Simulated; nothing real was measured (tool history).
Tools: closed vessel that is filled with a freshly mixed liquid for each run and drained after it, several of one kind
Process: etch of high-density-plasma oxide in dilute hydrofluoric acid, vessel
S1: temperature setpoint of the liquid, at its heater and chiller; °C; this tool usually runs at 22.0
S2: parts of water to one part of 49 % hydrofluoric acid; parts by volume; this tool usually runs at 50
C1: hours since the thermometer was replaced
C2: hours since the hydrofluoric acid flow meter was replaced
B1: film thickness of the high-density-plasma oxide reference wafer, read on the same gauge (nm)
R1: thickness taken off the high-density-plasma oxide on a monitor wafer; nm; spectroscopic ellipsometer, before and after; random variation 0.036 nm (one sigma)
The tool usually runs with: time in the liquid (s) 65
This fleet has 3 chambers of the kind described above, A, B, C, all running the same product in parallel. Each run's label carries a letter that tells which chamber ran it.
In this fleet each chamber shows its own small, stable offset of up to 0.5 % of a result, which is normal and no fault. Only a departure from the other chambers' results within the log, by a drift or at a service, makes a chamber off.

Run 1C, hour 8.8: usual settings; C1 934.1; C2 1120.1; B1 69.989. Result: R1 6.5270 nm.
Run 2A, hour 19.1: usual settings; C1 235.8; C2 359.9; B1 70.011. Result: R1 6.4710 nm.
Run 3B, hour 29.2: usual settings; C1 801.6; C2 541.2; B1 70.008. Result: R1 6.5291 nm.
Run 4B, hour 40.3: usual settings; C1 812.7; C2 552.3; B1 70.024. Result: R1 6.3866 nm.
Run 5A, hour 48.8: usual settings but S1 26.5 °C, S2 65 parts by volume; C1 265.5; C2 389.6; B1 70.031. Result: R1 5.9200 nm.
Run 6C, hour 59.9: usual settings but S1 26.5 °C, S2 65 parts by volume; C1 985.2; C2 1171.2; B1 69.988. Result: R1 5.8966 nm.
Run 7A, hour 67.0: usual settings but S1 26.5 °C, S2 65 parts by volume; C1 283.7; C2 407.8; B1 69.972. Result: R1 5.9007 nm.
Run 8C, hour 76.8: usual settings; C1 1002.1; C2 1188.1; B1 69.998. Result: R1 6.5605 nm.
Run 9B, hour 87.1: usual settings; C1 859.5; C2 599.1; B1 69.971. Result: R1 6.4910 nm.
Run 10C, hour 93.8: usual settings but time in the liquid (s) 55; C1 1019.1; C2 1205.1; B1 70.030. Result: R1 5.5611 nm.
Run 11B, hour 103.9: usual settings but time in the liquid (s) 55; C1 876.3; C2 615.9; B1 69.991. Result: R1 5.4776 nm.
Run 12A, hour 112.2: usual settings but time in the liquid (s) 55; C1 328.9; C2 453.0; B1 69.984. Result: R1 5.4588 nm.
Run 13A, hour 117.4: usual settings; C1 334.1; C2 458.2; B1 70.008. Result: R1 6.5687 nm.
Run 14C, hour 122.5: usual settings; C1 1047.8; C2 1233.8; B1 69.993. Result: R1 6.5021 nm.
Run 15B, hour 127.9: usual settings; C1 900.3; C2 639.9; B1 69.983. Result: R1 6.4732 nm.
Run 16C, hour 135.6: usual settings; C1 1060.9; C2 1246.9; B1 70.004. Result: R1 6.5591 nm.
Run 17A, hour 143.3: usual settings; C1 360.0; C2 484.1; B1 70.002. Result: R1 6.5490 nm.
Run 18B, hour 154.3: usual settings; C1 926.7; C2 666.3; B1 69.975. Result: R1 6.5036 nm.
Run 19A, hour 163.1: usual settings; C1 379.8; C2 503.9; B1 70.015. Result: R1 6.5011 nm.
Run 20B, hour 171.6: usual settings; C1 944.0; C2 683.6; B1 70.000. Result: R1 6.4835 nm.
Run 21C, hour 177.5: usual settings; C1 1102.8; C2 1288.8; B1 70.070. Result: R1 6.4802 nm.
Run 22B, hour 183.5: usual settings; C1 955.9; C2 695.5; B1 69.998. Result: R1 6.5022 nm.
Run 23A, hour 191.3: usual settings; C1 408.0; C2 532.1; B1 69.988. Result: R1 6.4854 nm.
Run 24C, hour 196.9: usual settings; C1 1122.2; C2 1308.2; B1 70.000. Result: R1 6.5863 nm.
Run 25C, hour 205.3: usual settings; C1 1130.6; C2 1316.6; B1 70.034. Result: R1 6.5355 nm.
Run 26B, hour 214.1: usual settings; C1 986.5; C2 726.1; B1 70.014. Result: R1 6.4266 nm.
Run 27A, hour 220.6: usual settings; C1 437.3; C2 561.4; B1 69.990. Result: R1 6.4572 nm.
Run 28C, hour 231.5: usual settings; C1 1156.8; C2 1342.8; B1 70.039. Result: R1 6.5293 nm.
Run 29B, hour 236.9: usual settings; C1 1009.3; C2 748.9; B1 69.990. Result: R1 6.4987 nm.
Run 30A, hour 247.1: usual settings; C1 463.8; C2 587.9; B1 69.962. Result: R1 6.5102 nm.
Run 31A, hour 256.7: usual settings but time in the liquid (s) 40; C1 473.4; C2 597.5; B1 70.017. Result: R1 4.0040 nm.
Run 32C, hour 263.8: usual settings but time in the liquid (s) 40; C1 1189.1; C2 1375.1; B1 70.018. Result: R1 4.0124 nm.
Run 33B, hour 273.2: usual settings but time in the liquid (s) 40; C1 1045.6; C2 785.2; B1 70.007. Result: R1 3.9644 nm.
Run 34B, hour 280.6: usual settings; C1 1053.0; C2 792.6; B1 69.995. Result: R1 6.4407 nm.
Run 35C, hour 286.3: usual settings; C1 1211.6; C2 1397.6; B1 69.981. Result: R1 6.5581 nm.
Run 36A, hour 292.0: usual settings; C1 508.7; C2 632.8; B1 70.010. Result: R1 6.5188 nm.
Run 37B, hour 298.5: usual settings; C1 1070.9; C2 810.5; B1 70.002. Result: R1 6.4569 nm.
Run 38A, hour 307.6: usual settings but S2 65 parts by volume, time in the liquid (s) 95; C1 524.3; C2 648.4; B1 69.999. Result: R1 7.2015 nm.
Run 39C, hour 314.9: usual settings but S2 65 parts by volume, time in the liquid (s) 95; C1 1240.2; C2 1426.2; B1 70.036. Result: R1 7.2214 nm.

Next, every chamber runs the same settings. What will each give?
Run 40A, hour 323.0: usual settings. Result: R1 ?.
Run 40B, hour 323.0: usual settings. Result: R1 ?.
Run 40C, hour 323.0: usual settings. Result: R1 ?.

run      R1
40A  6.5549
40B  6.5055
40C  6.5828

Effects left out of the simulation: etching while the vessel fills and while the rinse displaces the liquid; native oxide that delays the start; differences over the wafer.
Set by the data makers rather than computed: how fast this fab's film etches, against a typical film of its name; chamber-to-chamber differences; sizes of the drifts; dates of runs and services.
